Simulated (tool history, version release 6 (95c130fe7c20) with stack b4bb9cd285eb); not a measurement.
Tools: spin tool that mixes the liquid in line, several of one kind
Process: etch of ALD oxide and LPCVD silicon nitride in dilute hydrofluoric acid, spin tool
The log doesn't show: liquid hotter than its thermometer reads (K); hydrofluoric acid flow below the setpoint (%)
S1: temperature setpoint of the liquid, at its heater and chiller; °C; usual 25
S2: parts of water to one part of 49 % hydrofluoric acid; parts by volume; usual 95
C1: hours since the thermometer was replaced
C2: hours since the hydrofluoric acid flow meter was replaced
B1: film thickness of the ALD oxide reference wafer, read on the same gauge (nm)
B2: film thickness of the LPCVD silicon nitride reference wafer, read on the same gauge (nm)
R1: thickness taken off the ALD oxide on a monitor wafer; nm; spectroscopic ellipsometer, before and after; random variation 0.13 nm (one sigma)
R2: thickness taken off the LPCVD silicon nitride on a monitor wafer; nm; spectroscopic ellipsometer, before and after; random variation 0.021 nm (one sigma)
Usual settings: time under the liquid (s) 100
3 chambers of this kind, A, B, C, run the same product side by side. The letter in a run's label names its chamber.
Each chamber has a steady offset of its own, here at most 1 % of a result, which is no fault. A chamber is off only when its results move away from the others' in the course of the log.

{"run": "1C", "hour": 5.6, "S1": 25, "S2": 95, "time under the liquid (s)": 100, "C1": 947.3, "C2": 1488.7, "B1": 49.982, "B2": 79.979, "R1": 17.172, "R2": 0.52936}
{"run": "2B", "hour": 9.0, "S1": 25, "S2": 95, "time under the liquid (s)": 100, "C1": 533.7, "C2": 379.4, "B1": 49.998, "B2": 80.002, "R1": 16.927, "R2": 0.537}
{"run": "3A", "hour": 13.6, "S1": 25, "S2": 95, "time under the liquid (s)": 100, "C1": 63.3, "C2": 243.9, "B1": 49.928, "B2": 79.985, "R1": 17.211, "R2": 0.52736}
{"hour": 15.0, "done": "chamber C: hydrofluoric acid flow meter replaced"}
{"run": "4C", "hour": 21.0, "S1": 25, "S2": 95, "time under the liquid (s)": 100, "C1": 962.7, "C2": 6.1, "B1": 49.991, "B2": 79.963, "R1": 17.228, "R2": 0.54522}
{"run": "5A", "hour": 24.5, "S1": 25, "S2": 95, "time under the liquid (s)": 100, "C1": 74.2, "C2": 254.8, "B1": 50.017, "B2": 80.01, "R1": 17.198, "R2": 0.5047}
{"run": "6B", "hour": 31.1, "S1": 25, "S2": 95, "time under the liquid (s)": 100, "C1": 555.8, "C2": 401.5, "B1": 50.008, "B2": 79.934, "R1": 16.933, "R2": 0.52422}
{"run": "7C", "hour": 35.6, "S1": 25, "S2": 95, "time under the liquid (s)": 100, "C1": 977.3, "C2": 20.7, "B1": 50.02, "B2": 80.041, "R1": 17.206, "R2": 0.56024}
{"run": "8B", "hour": 41.8, "S1": 25, "S2": 95, "time under the liquid (s)": 100, "C1": 566.5, "C2": 412.2, "B1": 49.989, "B2": 79.953, "R1": 17.138, "R2": 0.52881}
{"run": "9A", "hour": 48.3, "S1": 25, "S2": 95, "time under the liquid (s)": 100, "C1": 98, "C2": 278.6, "B1": 50.002, "B2": 79.995, "R1": 17.136, "R2": 0.54055}
{"run": "10A", "hour": 51.7, "S1": 25, "S2": 95, "time under the liquid (s)": 100, "C1": 101.4, "C2": 282, "B1": 50.045, "B2": 79.999, "R1": 17.317, "R2": 0.55943}
{"run": "11B", "hour": 58.1, "S1": 25, "S2": 95, "time under the liquid (s)": 100, "C1": 582.8, "C2": 428.5, "B1": 50.02, "B2": 79.962, "R1": 17.213, "R2": 0.53779}
{"run": "12C", "hour": 62.2, "S1": 25, "S2": 95, "time under the liquid (s)": 100, "C1": 1003.9, "C2": 47.3, "B1": 50, "B2": 79.953, "R1": 17.419, "R2": 0.53698}
{"run": "13C", "hour": 69.3, "S1": 25, "S2": 60, "time under the liquid (s)": 150, "C1": 1011, "C2": 54.4, "B1": 50.012, "B2": 80.022, "R1": 42.463, "R2": 1.188}
{"run": "14A", "hour": 75.1, "S1": 25, "S2": 60, "time under the liquid (s)": 150, "C1": 124.8, "C2": 305.4, "B1": 49.985, "B2": 80.016, "R1": 42.822, "R2": 1.1923}
{"run": "15B", "hour": 82.2, "S1": 25, "S2": 60, "time under the liquid (s)": 150, "C1": 606.9, "C2": 452.6, "B1": 50.013, "B2": 79.995, "R1": 43.62, "R2": 1.2486}
{"run": "16A", "hour": 86.6, "S1": 25, "S2": 145, "time under the liquid (s)": 140, "C1": 136.3, "C2": 316.9, "B1": 50.037, "B2": 80.061, "R1": 14.714, "R2": 0.51906}
{"run": "17C", "hour": 93.0, "S1": 25, "S2": 145, "time under the liquid (s)": 140, "C1": 1034.7, "C2": 78.1, "B1": 50.022, "B2": 80.032, "R1": 14.87, "R2": 0.50551}
{"run": "18B", "hour": 97.6, "S1": 25, "S2": 145, "time under the liquid (s)": 140, "C1": 622.3, "C2": 468, "B1": 50.037, "B2": 79.997, "R1": 15.44, "R2": 0.55008}
{"run": "19C", "hour": 101.6, "S1": 25, "S2": 95, "time under the liquid (s)": 100, "C1": 1043.3, "C2": 86.7, "B1": 49.973, "B2": 80.043, "R1": 17.204, "R2": 0.52535}
{"run": "20B", "hour": 105.3, "S1": 25, "S2": 95, "time under the liquid (s)": 100, "C1": 630, "C2": 475.7, "B1": 50.034, "B2": 79.989, "R1": 17.963, "R2": 0.55811}
{"run": "21A", "hour": 108.8, "S1": 25, "S2": 95, "time under the liquid (s)": 100, "C1": 158.5, "C2": 339.1, "B1": 50.017, "B2": 79.992, "R1": 17.148, "R2": 0.51809}
{"run": "22B", "hour": 115.8, "S1": 25, "S2": 95, "time under the liquid (s)": 100, "C1": 640.5, "C2": 486.2, "B1": 50.002, "B2": 79.984, "R1": 17.889, "R2": 0.5591}
{"run": "23A", "hour": 123.5, "S1": 25, "S2": 95, "time under the liquid (s)": 100, "C1": 173.2, "C2": 353.8, "B1": 50.018, "B2": 79.97, "R1": 17.255, "R2": 0.53001}
{"run": "24C", "hour": 129.8, "S1": 25, "S2": 95, "time under the liquid (s)": 100, "C1": 1071.5, "C2": 114.9, "B1": 49.971, "B2": 79.991, "R1": 17.384, "R2": 0.50142}
{"run": "25C", "hour": 137.0, "S1": 25, "S2": 95, "time under the liquid (s)": 100, "C1": 1078.7, "C2": 122.1, "B1": 49.965, "B2": 79.973, "R1": 17.268, "R2": 0.5108}

Is one chamber off against the others, does the gauge drift, or is nothing wrong? If a chamber is off, say which, and what the likeliest cause is.

Chamber B drifts away from the others.
Cause: liquid hotter than its thermometer reads (K) = 1.8.

Here are 4 candidates for chamber B's next run, each the usual settings with a change, their results left as question marks. Which one brings its results back in line with what the others give on the usual settings?
In line means no further than this from the other chambers' mean on the usual settings: R1 0.44 nm; R2 0.071 nm
{"run": "26B-1", "hour": 142.6, "S1": 23, "S2": 90, "time under the liquid (s)": 95, "R1": "?", "R2": "?"}
{"run": "26B-2", "hour": 142.6, "S1": 21.5, "S2": 85, "time under the liquid (s)": 90, "R1": "?", "R2": "?"}
{"run": "26B-3", "hour": 142.6, "S1": 28.5, "S2": 105, "time under the liquid (s)": 110, "R1": "?", "R2": "?"}
{"run": "26B-4", "hour": 142.6, "S1": 27, "S2": 100, "time under the liquid (s)": 105, "R1": "?", "R2": "?"}

The other chambers' mean on the usual settings: R1 17.212 nm; R2 0.52997 nm
run=26B-1 R1=17.061 R2=0.52564
run=26B-2 R1=16.201 R2=0.4764
run=26B-3 R1=20.557 R2=0.74471
run=26B-4 R1=19.593 R2=0.67863
26B-1 brings the chamber back in line.
